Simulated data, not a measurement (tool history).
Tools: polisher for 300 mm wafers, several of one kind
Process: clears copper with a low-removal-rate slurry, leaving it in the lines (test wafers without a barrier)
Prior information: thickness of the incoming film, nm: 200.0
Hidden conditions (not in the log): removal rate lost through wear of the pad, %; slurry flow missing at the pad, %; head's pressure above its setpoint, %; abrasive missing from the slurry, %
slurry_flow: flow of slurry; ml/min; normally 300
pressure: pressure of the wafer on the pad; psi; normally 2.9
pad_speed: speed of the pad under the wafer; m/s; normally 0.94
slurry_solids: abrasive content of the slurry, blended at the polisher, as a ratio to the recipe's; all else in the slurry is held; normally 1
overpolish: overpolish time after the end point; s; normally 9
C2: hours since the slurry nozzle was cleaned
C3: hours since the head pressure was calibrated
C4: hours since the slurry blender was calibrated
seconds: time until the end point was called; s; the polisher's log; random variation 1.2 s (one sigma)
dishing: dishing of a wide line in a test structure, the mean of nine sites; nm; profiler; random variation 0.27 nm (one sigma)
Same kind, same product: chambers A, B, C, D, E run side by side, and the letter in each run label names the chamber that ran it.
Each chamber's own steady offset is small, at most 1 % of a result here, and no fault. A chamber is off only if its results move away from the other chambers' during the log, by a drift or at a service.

-- day=0.046 chamber B: worn pad replaced by a new one
run 1D day=0.350 | slurry_flow=300 pressure=2.9 pad_speed=0.94 slurry_solids=1 overpolish=9 | wafers_polished_on_this_pad=403 C2=86.5 C3=617.9 C4=61.6 | seconds=86.123 dishing=15.1060
run 2C day=0.671 | slurry_flow=300 pressure=2.9 pad_speed=0.94 slurry_solids=1 overpolish=9 | wafers_polished_on_this_pad=922 C2=276.9 C3=298.9 C4=199.2 | seconds=88.009 dishing=14.9190
run 3A day=1.029 | slurry_flow=300 pressure=2.9 pad_speed=0.94 slurry_solids=1 overpolish=9 | wafers_polished_on_this_pad=1459 C2=280.3 C3=445.0 C4=43.8 | seconds=87.026 dishing=14.9770
run 4E day=1.229 | slurry_flow=300 pressure=2.9 pad_speed=0.94 slurry_solids=1 overpolish=9 | wafers_polished_on_this_pad=649 C2=445.1 C3=1213.1 C4=281.3 | seconds=87.584 dishing=14.9470
run 5B day=1.579 | slurry_flow=300 pressure=2.9 pad_speed=0.94 slurry_solids=1 overpolish=9 | wafers_polished_on_this_pad=266 C2=660.6 C3=165.9 C4=101.4 | seconds=86.631 dishing=14.9380
-- day=1.633 chamber E: worn pad replaced by a new one
-- day=1.729 chamber E: slurry blender recalibrated
run 6E day=1.888 | slurry_flow=300 pressure=2.9 pad_speed=0.94 slurry_solids=1 overpolish=9 | wafers_polished_on_this_pad=44 C2=460.9 C3=1228.9 C4=3.8 | seconds=88.527 dishing=15.3030
-- day=2.171 chamber C: slurry blender recalibrated
-- day=2.242 chamber A: worn pad replaced by a new one
run 7C day=2.262 | slurry_flow=300 pressure=2.9 pad_speed=0.94 slurry_solids=1 overpolish=9 | wafers_polished_on_this_pad=1198 C2=315.1 C3=337.1 C4=2.2 | seconds=86.896 dishing=14.7000
run 8D day=2.496 | slurry_flow=300 pressure=2.9 pad_speed=0.94 slurry_solids=1 overpolish=9 | wafers_polished_on_this_pad=775 C2=138.0 C3=669.4 C4=113.1 | seconds=88.378 dishing=15.1890
-- day=2.554 chamber D: head pressure recalibrated
-- day=2.854 chamber C: worn pad replaced by a new one
run 9A day=2.879 | slurry_flow=300 pressure=2.9 pad_speed=0.94 slurry_solids=1 overpolish=9 | wafers_polished_on_this_pad=110 C2=324.7 C3=489.4 C4=88.2 | seconds=87.706 dishing=15.1880
run 10B day=3.196 | slurry_flow=245 pressure=2.0 pad_speed=0.94 slurry_solids=1 overpolish=9 | wafers_polished_on_this_pad=546 C2=699.4 C3=204.7 C4=140.2 | seconds=130.370 dishing=10.1540
run 11A day=3.471 | slurry_flow=245 pressure=2.0 pad_speed=0.94 slurry_solids=1 overpolish=9 | wafers_polished_on_this_pad=213 C2=338.9 C3=503.6 C4=102.4 | seconds=126.460 dishing=10.4420
run 12D day=3.808 | slurry_flow=245 pressure=2.0 pad_speed=0.94 slurry_solids=1 overpolish=9 | wafers_polished_on_this_pad=1002 C2=169.5 C3=30.1 C4=144.6 | seconds=131.790 dishing=10.5210
-- day=3.908 chamber B: worn pad replaced by a new one
-- day=4.000 chamber D: worn pad replaced by a new one
run 13C day=4.050 | slurry_flow=245 pressure=2.0 pad_speed=0.94 slurry_solids=1 overpolish=9 | wafers_polished_on_this_pad=207 C2=358.0 C3=380.0 C4=45.1 | seconds=129.340 dishing=10.4510
-- day=4.492 chamber D: slurry blender recalibrated
run 14E day=4.504 | slurry_flow=245 pressure=2.0 pad_speed=0.94 slurry_solids=1 overpolish=9 | wafers_polished_on_this_pad=497 C2=523.7 C3=1291.7 C4=66.6 | seconds=129.370 dishing=10.3990
run 15B day=4.758 | slurry_flow=300 pressure=2.9 pad_speed=0.94 slurry_solids=1 overpolish=9 | wafers_polished_on_this_pad=147 C2=736.9 C3=242.2 C4=177.7 | seconds=86.486 dishing=14.8520
-- day=4.900 chamber E: head pressure recalibrated
run 16B day=5.021 | slurry_flow=300 pressure=2.9 pad_speed=0.94 slurry_solids=1 overpolish=9 | wafers_polished_on_this_pad=193 C2=743.2 C3=248.5 C4=184.0 | seconds=88.420 dishing=14.9420
-- day=5.375 chamber B: slurry nozzle cleaned
run 17D day=5.404 | slurry_flow=300 pressure=2.9 pad_speed=0.94 slurry_solids=1 overpolish=9 | wafers_polished_on_this_pad=243 C2=207.8 C3=68.4 C4=21.9 | seconds=87.149 dishing=14.9520
-- day=5.483 chamber E: slurry nozzle cleaned
run 18E day=5.646 | slurry_flow=300 pressure=2.9 pad_speed=0.94 slurry_solids=1 overpolish=9 | wafers_polished_on_this_pad=695 C2=3.9 C3=17.9 C4=94.0 | seconds=90.088 dishing=14.8310
run 19A day=5.846 | slurry_flow=300 pressure=2.6 pad_speed=1.14 slurry_solids=1 overpolish=9 | wafers_polished_on_this_pad=625 C2=395.9 C3=560.6 C4=159.4 | seconds=81.152 dishing=16.0770
run 20C day=6.238 | slurry_flow=300 pressure=2.6 pad_speed=1.14 slurry_solids=1 overpolish=9 | wafers_polished_on_this_pad=586 C2=410.5 C3=432.5 C4=97.6 | seconds=80.384 dishing=16.0890
-- day=6.254 chamber E: worn pad replaced by a new one
run 21E day=6.462 | slurry_flow=300 pressure=2.6 pad_speed=1.14 slurry_solids=1 overpolish=9 | wafers_polished_on_this_pad=36 C2=23.5 C3=37.5 C4=113.6 | seconds=82.133 dishing=16.1380
run 22C day=6.850 | slurry_flow=300 pressure=2.6 pad_speed=1.14 slurry_solids=1 overpolish=9 | wafers_polished_on_this_pad=692 C2=425.2 C3=447.2 C4=112.3 | seconds=81.308 dishing=16.0560
run 23D day=7.204 | slurry_flow=300 pressure=2.6 pad_speed=1.14 slurry_solids=1 overpolish=9 | wafers_polished_on_this_pad=555 C2=251.0 C3=111.6 C4=65.1 | seconds=79.214 dishing=16.1910
run 24B day=7.596 | slurry_flow=300 pressure=2.3 pad_speed=0.66 slurry_solids=1 overpolish=9 | wafers_polished_on_this_pad=639 C2=53.3 C3=310.3 C4=245.8 | seconds=162.730 dishing=8.4178
run 25A day=7.888 | slurry_flow=300 pressure=2.3 pad_speed=0.66 slurry_solids=1 overpolish=9 | wafers_polished_on_this_pad=979 C2=444.9 C3=609.6 C4=208.4 | seconds=152.320 dishing=8.6381
run 26D day=8.271 | slurry_flow=300 pressure=2.3 pad_speed=0.66 slurry_solids=1 overpolish=9 | wafers_polished_on_this_pad=740 C2=276.6 C3=137.2 C4=90.7 | seconds=159.470 dishing=8.6508
-- day=8.275 chamber B: worn pad replaced by a new one
-- day=8.433 chamber B: head pressure recalibrated
run 27E day=8.542 | slurry_flow=300 pressure=2.3 pad_speed=0.66 slurry_solids=1 overpolish=9 | wafers_polished_on_this_pad=397 C2=73.4 C3=87.4 C4=163.5 | seconds=153.370 dishing=8.8509
-- day=8.842 chamber D: slurry nozzle cleaned
run 28C day=8.900 | slurry_flow=300 pressure=2.3 pad_speed=0.66 slurry_solids=1 overpolish=9 | wafers_polished_on_this_pad=1048 C2=474.4 C3=496.4 C4=161.5 | seconds=157.100 dishing=8.5765
run 29A day=9.121 | slurry_flow=300 pressure=2.9 pad_speed=0.94 slurry_solids=1 overpolish=9 | wafers_polished_on_this_pad=1192 C2=474.5 C3=639.2 C4=238.0 | seconds=87.524 dishing=14.6330
run 30B day=9.542 | slurry_flow=300 pressure=2.9 pad_speed=0.94 slurry_solids=1 overpolish=9 | wafers_polished_on_this_pad=220 C2=100.0 C3=26.6 C4=292.5 | seconds=94.752 dishing=14.3510
run 31A day=9.842 | slurry_flow=300 pressure=2.9 pad_speed=0.94 slurry_solids=1 overpolish=9 | wafers_polished_on_this_pad=1317 C2=491.8 C3=656.5 C4=255.3 | seconds=89.283 dishing=14.6540
run 32E day=10.279 | slurry_flow=300 pressure=2.9 pad_speed=0.94 slurry_solids=1 overpolish=9 | wafers_polished_on_this_pad=698 C2=115.1 C3=129.1 C4=205.2 | seconds=90.677 dishing=14.7520
run 33B day=10.708 | slurry_flow=300 pressure=2.9 pad_speed=0.94 slurry_solids=1 overpolish=9 | wafers_polished_on_this_pad=422 C2=128.0 C3=54.6 C4=320.5 | seconds=92.110 dishing=13.7850
run 34D day=11.046 | slurry_flow=300 pressure=2.9 pad_speed=0.94 slurry_solids=1 overpolish=9 | wafers_polished_on_this_pad=1221 C2=53.0 C3=203.8 C4=157.3 | seconds=86.680 dishing=14.6890

Has any chamber moved away from the others, gradually or after a service, or does the common gauge drift, or do the chambers differ only by their own small steady offsets? State the chamber and the most likely cause if one applies.

Little by little, chamber B moves away from the other chambers.
Most likely cause: abrasive missing from the slurry, % = 31.3.

Which of the 4 candidates below, each the usual settings with something changed and its results left as question marks, puts chamber B back in line with what the other chambers give on the usual settings?
Maximum distance from the other chambers' mean on the usual settings for a result to count as in line: seconds 4.100 s; dishing 0.9300 nm
run 35B-1 day=11.371 | slurry_flow=300 pressure=3.1 pad_speed=1.02 slurry_solids=1 overpolish=9 | seconds=? dishing=?
run 35B-2 day=11.371 | slurry_flow=300 pressure=3.0 pad_speed=0.98 slurry_solids=1 overpolish=9 | seconds=? dishing=?
run 35B-3 day=11.371 | slurry_flow=300 pressure=2.7 pad_speed=0.86 slurry_solids=1 overpolish=9 | seconds=? dishing=?
run 35B-4 day=11.371 | slurry_flow=300 pressure=2.8 pad_speed=0.90 slurry_solids=1 overpolish=9 | seconds=? dishing=?

The mean the other chambers reach with the usual settings: seconds 87.836 s; dishing 15.0340 nm
run=35B-1 seconds=80.783 dishing=15.8080
run=35B-2 seconds=86.869 dishing=14.7830
run=35B-3 seconds=109.920 dishing=11.8700
run=35B-4 seconds=101.310 dishing=12.8130
Change 35B-2 lands the chamber within the allowed miss of the other chambers.
